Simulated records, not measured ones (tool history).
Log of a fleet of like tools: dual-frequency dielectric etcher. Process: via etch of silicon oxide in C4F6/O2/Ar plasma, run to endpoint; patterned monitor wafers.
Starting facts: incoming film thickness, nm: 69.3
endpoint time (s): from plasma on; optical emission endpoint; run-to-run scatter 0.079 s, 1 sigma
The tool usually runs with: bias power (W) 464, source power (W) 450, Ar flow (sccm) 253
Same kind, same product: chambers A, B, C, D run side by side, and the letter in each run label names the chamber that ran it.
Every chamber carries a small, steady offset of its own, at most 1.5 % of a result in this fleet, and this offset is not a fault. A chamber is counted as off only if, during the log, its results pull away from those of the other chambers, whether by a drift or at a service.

run	hour	bias power (W)	source power (W)	Ar flow (sccm)	hours since the last wet clean	hours since the last bias power generator calibration	hours since the last source power generator calibration	hours since the last Ar flow controller change	endpoint time (s)
1A	8.7	464	450	253	254.8	354.3	679.0	495.2	14.495
2C	16.0	464	450	253	259.2	1120.3	390.0	2843.6	14.560
3D	21.7	464	450	253	77.5	1193.5	4009.7	1486.8	14.745
4B	26.8	464	450	253	394.0	2248.3	1786.0	2435.7	14.689
5C	33.2	464	450	253	276.4	1137.5	407.2	2860.8	14.806
6A	42.2	464	450	253	288.3	387.8	712.5	528.7	14.679
7D	50.1	464	450	253	105.9	1221.9	4038.1	1515.2	14.726
# hour 53.4: chamber B: wet clean of the chamber
8B	59.8	464	450	253	6.5	2281.3	1819.0	2468.7	14.760
9C	68.4	464	450	253	311.6	1172.7	442.4	2896.0	14.520
10D	77.3	464	450	253	133.1	1249.1	4065.3	1542.4	14.750
11A	84.1	464	450	253	330.2	429.7	754.4	570.6	14.670
12B	92.6	522	510	253	39.3	2314.1	1851.8	2501.5	13.522
13C	97.4	522	510	253	340.6	1201.7	471.4	2925.0	13.304
14B	107.7	522	510	253	54.4	2329.2	1866.9	2516.6	13.485
# hour 112.4: chamber B: source power generator calibrated
15A	112.6	522	510	253	358.7	458.2	782.9	599.1	13.399
16D	118.9	464	450	253	174.7	1290.7	4106.9	1584.0	14.621
17C	126.5	464	450	253	369.7	1230.8	500.5	2954.1	14.737
18A	132.8	464	450	253	378.9	478.4	803.1	619.3	14.544
19D	139.7	464	450	253	195.5	1311.5	4127.7	1604.8	14.720
20B	145.6	464	450	253	92.3	2367.1	33.3	2554.5	14.774
21C	155.3	464	450	253	398.5	1259.6	529.3	2982.9	14.801
22D	165.1	464	450	253	220.9	1336.9	4153.1	1630.2	14.817
23B	173.4	464	450	253	120.1	2394.9	61.1	2582.3	14.848
# hour 177.1: chamber B: Ar flow controller replaced
24A	181.1	533	450	253	427.2	526.7	851.4	667.6	14.016
25B	188.6	533	450	253	135.3	2410.1	76.3	11.6	14.011
26A	197.3	533	450	253	443.4	542.9	867.6	683.8	14.102
27D	205.9	533	450	253	261.7	1377.7	4193.9	1671.0	14.011
28C	214.2	464	450	253	457.4	1318.5	588.2	3041.8	14.550
29B	220.6	464	450	253	167.3	2442.1	108.3	43.6	14.915
30D	230.4	464	450	253	286.2	1402.2	4218.4	1695.5	14.778
# hour 232.2: chamber C: wet clean of the chamber
31A	236.8	464	450	253	482.9	582.4	907.1	723.3	15.017
32C	245.8	464	450	253	13.7	1350.1	619.8	3073.4	14.722
33D	250.7	464	450	253	306.5	1422.5	4238.7	1715.8	14.773
# hour 252.3: chamber D: source power generator calibrated
34B	257.0	464	450	253	203.7	2478.5	144.7	80.0	14.831
35A	266.5	464	450	253	512.6	612.1	936.8	753.0	15.270
36C	274.0	464	450	253	41.9	1378.3	648.0	3101.6	14.542
37A	283.6	464	450	253	529.7	629.2	953.9	770.1	15.296
38C	289.0	464	450	306	56.9	1393.3	663.0	3116.6	14.808
39D	294.1	464	450	306	349.9	1465.9	41.9	1759.2	15.058
40B	302.6	464	450	306	249.3	2524.1	190.3	125.6	15.024
41B	311.7	464	450	306	258.4	2533.2	199.4	134.7	15.164
42D	319.2	464	450	253	375.0	1491.0	67.0	1784.3	14.779
43C	327.8	464	450	253	95.7	1432.1	701.8	3155.4	14.560

The same settings go to every chamber for the next run, one line per chamber below. Forecast the results for each:
44A	335.2	464	450	209					?
44B	335.2	464	450	209					?
44C	335.2	464	450	209					?
44D	335.2	464	450	209					?

run	endpoint time (s)
44A	15.126
44B	14.553
44C	14.318
44D	14.481
